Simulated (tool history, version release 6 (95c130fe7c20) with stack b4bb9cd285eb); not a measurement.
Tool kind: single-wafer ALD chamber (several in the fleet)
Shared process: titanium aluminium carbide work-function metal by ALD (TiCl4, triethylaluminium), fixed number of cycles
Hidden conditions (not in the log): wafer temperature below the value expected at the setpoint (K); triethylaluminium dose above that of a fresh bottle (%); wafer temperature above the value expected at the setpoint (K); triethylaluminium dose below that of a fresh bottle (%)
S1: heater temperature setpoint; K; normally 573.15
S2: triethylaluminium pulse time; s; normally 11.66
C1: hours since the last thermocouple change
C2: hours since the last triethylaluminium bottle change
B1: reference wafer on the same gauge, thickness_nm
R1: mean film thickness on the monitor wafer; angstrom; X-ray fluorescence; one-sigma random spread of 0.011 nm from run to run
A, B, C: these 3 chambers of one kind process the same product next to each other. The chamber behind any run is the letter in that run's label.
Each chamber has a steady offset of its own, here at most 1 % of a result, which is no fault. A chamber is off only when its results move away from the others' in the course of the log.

Run 1B, hour 3: usual settings; C1 657.7; C2 982; B1 2.1692. Result: R1 19.826 angstrom.
Run 2C, hour 6.8: usual settings; C1 925.4; C2 192; B1 2.1684. Result: R1 20.31 angstrom.
Run 3A, hour 9.9: usual settings; C1 1486.6; C2 31.9; B1 2.1678. Result: R1 20.209 angstrom.
Run 4C, hour 13.8: usual settings; C1 932.4; C2 199; B1 2.1697. Result: R1 20.218 angstrom.
Run 5B, hour 16.3: usual settings; C1 671; C2 995.3; B1 2.1711. Result: R1 19.879 angstrom.
Run 6A, hour 20.1: usual settings; C1 1496.8; C2 42.1; B1 2.1686. Result: R1 20.327 angstrom.
Run 7A, hour 24.4: usual settings; C1 1501.1; C2 46.4; B1 2.1718. Result: R1 20.307 angstrom.
Run 8B, hour 28.2: usual settings; C1 682.9; C2 1007.2; B1 2.1707. Result: R1 19.696 angstrom.
Run 9C, hour 33.8: usual settings but S2 15.1 s; C1 952.4; C2 219; B1 2.1675. Result: R1 20.493 angstrom.
Run 10B, hour 37.4: usual settings but S2 15.1 s; C1 692.1; C2 1016.4; B1 2.1704. Result: R1 20.453 angstrom.
Run 11A, hour 43.4: usual settings but S2 15.1 s; C1 1520.1; C2 65.4; B1 2.172. Result: R1 20.706 angstrom.
Run 12C, hour 48.9: usual settings; C1 967.5; C2 234.1; B1 2.1715. Result: R1 20.239 angstrom.
Run 13B, hour 53.9: usual settings; C1 708.6; C2 1032.9; B1 2.1701. Result: R1 19.998 angstrom.
Run 14A, hour 57: usual settings; C1 1533.7; C2 79; B1 2.1673. Result: R1 20.273 angstrom.
Run 15C, hour 61.4: usual settings; C1 980; C2 246.6; B1 2.1726. Result: R1 20.169 angstrom.
Run 16C, hour 67.3: usual settings; C1 985.9; C2 252.5; B1 2.1693. Result: R1 20.181 angstrom.
Run 17B, hour 71.3: usual settings; C1 726; C2 1050.3; B1 2.1676. Result: R1 20.008 angstrom.
Run 18A, hour 74.4: usual settings; C1 1551.1; C2 96.4; B1 2.1731. Result: R1 20.11 angstrom.
Run 19C, hour 79.6: usual settings but S1 566.15 K, S2 7.38 s; C1 998.2; C2 264.8; B1 2.1659. Result: R1 18.376 angstrom.
Run 20B, hour 83.4: usual settings but S1 566.15 K, S2 7.38 s; C1 738.1; C2 1062.4; B1 2.1691. Result: R1 18.287 angstrom.
Run 21A, hour 89.2: usual settings but S1 566.15 K, S2 7.38 s; C1 1565.9; C2 111.2; B1 2.1714. Result: R1 18.418 angstrom.
Run 22C, hour 94.6: usual settings; C1 1013.2; C2 279.8; B1 2.1679. Result: R1 19.856 angstrom.
Run 23A, hour 99.3: usual settings; C1 1576; C2 121.3; B1 2.171. Result: R1 20.205 angstrom.
Run 24B, hour 103.7: usual settings; C1 758.4; C2 1082.7; B1 2.1722. Result: R1 20.113 angstrom.
Run 25C, hour 107.2: usual settings; C1 1025.8; C2 292.4; B1 2.1675. Result: R1 20.129 angstrom.
Run 26A, hour 111.1: usual settings; C1 1587.8; C2 133.1; B1 2.1701. Result: R1 20.549 angstrom.
Run 27B, hour 113.8: usual settings; C1 768.5; C2 1092.8; B1 2.17. Result: R1 20.1 angstrom.
Run 28A, hour 116.5: usual settings but S1 583.15 K, S2 15.49 s; C1 1593.2; C2 138.5; B1 2.1713. Result: R1 21.661 angstrom.
Run 29C, hour 120.8: usual settings but S1 583.15 K, S2 15.49 s; C1 1039.4; C2 306; B1 2.1684. Result: R1 21.465 angstrom.
Run 30B, hour 126.2: usual settings but S1 583.15 K, S2 15.49 s; C1 780.9; C2 1105.2; B1 2.1741. Result: R1 21.286 angstrom.
Run 31B, hour 129: usual settings; C1 783.7; C2 1108; B1 2.1714. Result: R1 20.17 angstrom.
Run 32A, hour 134.6: usual settings but S1 585.15 K, S2 15.34 s; C1 1611.3; C2 156.6; B1 2.1708. Result: R1 21.772 angstrom.
Run 33C, hour 137.9: usual settings but S1 585.15 K, S2 15.34 s; C1 1056.5; C2 323.1; B1 2.1711. Result: R1 21.654 angstrom.
Run 34B, hour 143.1: usual settings but S1 585.15 K, S2 15.34 s; C1 797.8; C2 1122.1; B1 2.1696. Result: R1 21.34 angstrom.
Run 35C, hour 146.6: usual settings; C1 1065.2; C2 331.8; B1 2.1685. Result: R1 19.519 angstrom.
Run 36A, hour 152.5: usual settings but S2 16.16 s; C1 1629.2; C2 174.5; B1 2.1701. Result: R1 20.624 angstrom.
Run 37A, hour 158.2: usual settings but S2 16.16 s; C1 1634.9; C2 180.2; B1 2.169. Result: R1 20.914 angstrom.
Run 38C, hour 162.3: usual settings but S2 16.16 s; C1 1080.9; C2 347.5; B1 2.1712. Result: R1 20.175 angstrom.
Run 39B, hour 167.8: usual settings; C1 822.5; C2 1146.8; B1 2.1725. Result: R1 20.088 angstrom.
Run 40B, hour 171: usual settings; C1 825.7; C2 1150; B1 2.1696. Result: R1 20.198 angstrom.
Run 41C, hour 176.5: usual settings; C1 1095.1; C2 361.7; B1 2.1703. Result: R1 19.341 angstrom.
Run 42A, hour 180.9: usual settings; C1 1657.6; C2 202.9; B1 2.1734. Result: R1 20.388 angstrom.

Next, all 3 chambers run the settings below, one line each with question marks for the results. What does each chamber give?
Run 43A, hour 185.2: usual settings. Result: R1 ?.
Run 43B, hour 185.2: usual settings. Result: R1 ?.
Run 43C, hour 185.2: usual settings. Result: R1 ?.

run      R1
43A  20.228
43B  20.081
43C  19.324
